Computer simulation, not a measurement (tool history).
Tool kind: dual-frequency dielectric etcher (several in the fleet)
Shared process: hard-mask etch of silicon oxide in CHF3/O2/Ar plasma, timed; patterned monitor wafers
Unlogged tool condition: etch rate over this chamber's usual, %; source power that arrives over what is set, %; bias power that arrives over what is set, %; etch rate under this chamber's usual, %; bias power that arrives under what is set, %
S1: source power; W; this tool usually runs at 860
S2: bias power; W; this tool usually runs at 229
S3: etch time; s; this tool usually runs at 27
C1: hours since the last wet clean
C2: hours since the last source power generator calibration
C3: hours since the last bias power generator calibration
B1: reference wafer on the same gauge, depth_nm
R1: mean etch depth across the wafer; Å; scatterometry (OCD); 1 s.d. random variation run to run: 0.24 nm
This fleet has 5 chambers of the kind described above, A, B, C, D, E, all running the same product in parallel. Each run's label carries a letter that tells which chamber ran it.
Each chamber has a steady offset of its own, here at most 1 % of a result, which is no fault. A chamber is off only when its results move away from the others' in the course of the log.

run 1E hour=6.0 | S1=860 S2=229 S3=27 | C1=480.9 C2=661.7 C3=3370.8 | B1=61.742 | R1=666.21
run 2D hour=12.4 | S1=860 S2=229 S3=27 | C1=318.0 C2=2224.5 C3=479.2 | B1=61.637 | R1=662.67
run 3A hour=18.9 | S1=860 S2=229 S3=27 | C1=285.6 C2=2604.7 C3=2536.9 | B1=61.699 | R1=659.90
run 4C hour=24.4 | S1=860 S2=229 S3=27 | C1=176.6 C2=3817.0 C3=907.0 | B1=61.642 | R1=667.79
run 5B hour=31.4 | S1=860 S2=229 S3=27 | C1=124.4 C2=306.8 C3=680.6 | B1=61.657 | R1=658.49
run 6B hour=35.6 | S1=860 S2=229 S3=27 | C1=128.6 C2=311.0 C3=684.8 | B1=61.773 | R1=664.17
run 7C hour=38.9 | S1=860 S2=229 S3=27 | C1=191.1 C2=3831.5 C3=921.5 | B1=61.717 | R1=668.90
run 8D hour=42.3 | S1=860 S2=229 S3=27 | C1=347.9 C2=2254.4 C3=509.1 | B1=61.734 | R1=661.48
run 9A hour=48.7 | S1=860 S2=229 S3=27 | C1=315.4 C2=2634.5 C3=2566.7 | B1=61.692 | R1=666.36
run 10E hour=52.0 | S1=860 S2=229 S3=27 | C1=526.9 C2=707.7 C3=3416.8 | B1=61.697 | R1=661.03
run 11D hour=56.4 | S1=860 S2=229 S3=27 | C1=362.0 C2=2268.5 C3=523.2 | B1=61.708 | R1=664.02
run 12E hour=60.1 | S1=860 S2=229 S3=27 | C1=535.0 C2=715.8 C3=3424.9 | B1=61.714 | R1=662.02
run 13B hour=65.3 | S1=860 S2=229 S3=27 | C1=158.3 C2=340.7 C3=714.5 | B1=61.743 | R1=657.34
run 14C hour=70.4 | S1=860 S2=229 S3=27 | C1=222.6 C2=3863.0 C3=953.0 | B1=61.770 | R1=669.57
run 15A hour=77.8 | S1=860 S2=229 S3=27 | C1=344.5 C2=2663.6 C3=2595.8 | B1=61.648 | R1=661.95
run 16B hour=81.4 | S1=860 S2=229 S3=27 | C1=174.4 C2=356.8 C3=730.6 | B1=61.748 | R1=659.58
run 17E hour=86.4 | S1=860 S2=190 S3=24 | C1=561.3 C2=742.1 C3=3451.2 | B1=61.740 | R1=554.63
-- hour=87.7 chamber E: wet clean of the chamber
run 18D hour=90.3 | S1=860 S2=190 S3=24 | C1=395.9 C2=2302.4 C3=557.1 | B1=61.694 | R1=551.01
run 19C hour=96.5 | S1=860 S2=190 S3=24 | C1=248.7 C2=3889.1 C3=979.1 | B1=61.722 | R1=557.00
run 20A hour=100.5 | S1=860 S2=190 S3=24 | C1=367.2 C2=2686.3 C3=2618.5 | B1=61.706 | R1=559.10
run 21C hour=105.2 | S1=860 S2=190 S3=24 | C1=257.4 C2=3897.8 C3=987.8 | B1=61.725 | R1=555.31
run 22A hour=112.7 | S1=780 S2=229 S3=27 | C1=379.4 C2=2698.5 C3=2630.7 | B1=61.651 | R1=644.39
run 23D hour=116.5 | S1=780 S2=229 S3=27 | C1=422.1 C2=2328.6 C3=583.3 | B1=61.762 | R1=642.31
run 24B hour=119.9 | S1=780 S2=229 S3=27 | C1=212.9 C2=395.3 C3=769.1 | B1=61.765 | R1=632.99
run 25E hour=125.0 | S1=780 S2=229 S3=27 | C1=37.4 C2=780.7 C3=3489.8 | B1=61.691 | R1=615.58
run 26E hour=129.3 | S1=780 S2=229 S3=27 | C1=41.7 C2=785.0 C3=3494.1 | B1=61.669 | R1=609.52
run 27A hour=133.6 | S1=860 S2=229 S3=27 | C1=400.3 C2=2719.4 C3=2651.6 | B1=61.691 | R1=668.47
run 28C hour=137.6 | S1=860 S2=229 S3=27 | C1=289.8 C2=3930.2 C3=1020.2 | B1=61.738 | R1=670.25
run 29B hour=144.4 | S1=860 S2=229 S3=27 | C1=237.4 C2=419.8 C3=793.6 | B1=61.733 | R1=660.29
run 30D hour=150.0 | S1=860 S2=229 S3=27 | C1=455.6 C2=2362.1 C3=616.8 | B1=61.742 | R1=660.67
run 31E hour=155.5 | S1=860 S2=229 S3=27 | C1=67.9 C2=811.2 C3=3520.3 | B1=61.739 | R1=635.27
run 32A hour=161.7 | S1=860 S2=229 S3=27 | C1=428.4 C2=2747.5 C3=2679.7 | B1=61.668 | R1=664.40
run 33D hour=166.8 | S1=860 S2=229 S3=27 | C1=472.4 C2=2378.9 C3=633.6 | B1=61.713 | R1=664.86
-- hour=171.8 chamber A: bias power generator calibrated
run 34C hour=174.1 | S1=860 S2=229 S3=27 | C1=326.3 C2=3966.7 C3=1056.7 | B1=61.708 | R1=667.49
run 35B hour=180.0 | S1=700 S2=178 S3=27 | C1=273.0 C2=455.4 C3=829.2 | B1=61.693 | R1=556.96
run 36C hour=184.3 | S1=700 S2=178 S3=27 | C1=336.5 C2=3976.9 C3=1066.9 | B1=61.674 | R1=568.57
-- hour=189.5 chamber A: wet clean of the chamber
run 37E hour=190.1 | S1=700 S2=178 S3=27 | C1=102.5 C2=845.8 C3=3554.9 | B1=61.688 | R1=540.54
run 38A hour=194.4 | S1=700 S2=178 S3=27 | C1=4.9 C2=2780.2 C3=22.7 | B1=61.689 | R1=562.50
run 39D hour=200.3 | S1=700 S2=178 S3=27 | C1=505.9 C2=2412.4 C3=667.1 | B1=61.657 | R1=561.84
run 40B hour=207.2 | S1=860 S2=229 S3=27 | C1=300.2 C2=482.6 C3=856.4 | B1=61.662 | R1=661.86
run 41B hour=214.6 | S1=860 S2=229 S3=23 | C1=307.6 C2=490.0 C3=863.8 | B1=61.706 | R1=558.75
run 42E hour=219.2 | S1=860 S2=229 S3=23 | C1=131.6 C2=874.9 C3=3584.0 | B1=61.729 | R1=540.20
run 43A hour=223.6 | S1=860 S2=229 S3=23 | C1=34.1 C2=2809.4 C3=51.9 | B1=61.732 | R1=570.69
run 44D hour=228.9 | S1=860 S2=229 S3=23 | C1=534.5 C2=2441.0 C3=695.7 | B1=61.676 | R1=567.28

The same settings go to every chamber for the next run, one line per chamber below. Forecast the results for each:
run 45A hour=234.3 | S1=860 S2=229 S3=24 | R1=?
run 45B hour=234.3 | S1=860 S2=229 S3=24 | R1=?
run 45C hour=234.3 | S1=860 S2=229 S3=24 | R1=?
run 45D hour=234.3 | S1=860 S2=229 S3=24 | R1=?
run 45E hour=234.3 | S1=860 S2=229 S3=24 | R1=?

run=45A R1=590.13
run=45B R1=585.57
run=45C R1=589.96
run=45D R1=591.85
run=45E R1=563.26

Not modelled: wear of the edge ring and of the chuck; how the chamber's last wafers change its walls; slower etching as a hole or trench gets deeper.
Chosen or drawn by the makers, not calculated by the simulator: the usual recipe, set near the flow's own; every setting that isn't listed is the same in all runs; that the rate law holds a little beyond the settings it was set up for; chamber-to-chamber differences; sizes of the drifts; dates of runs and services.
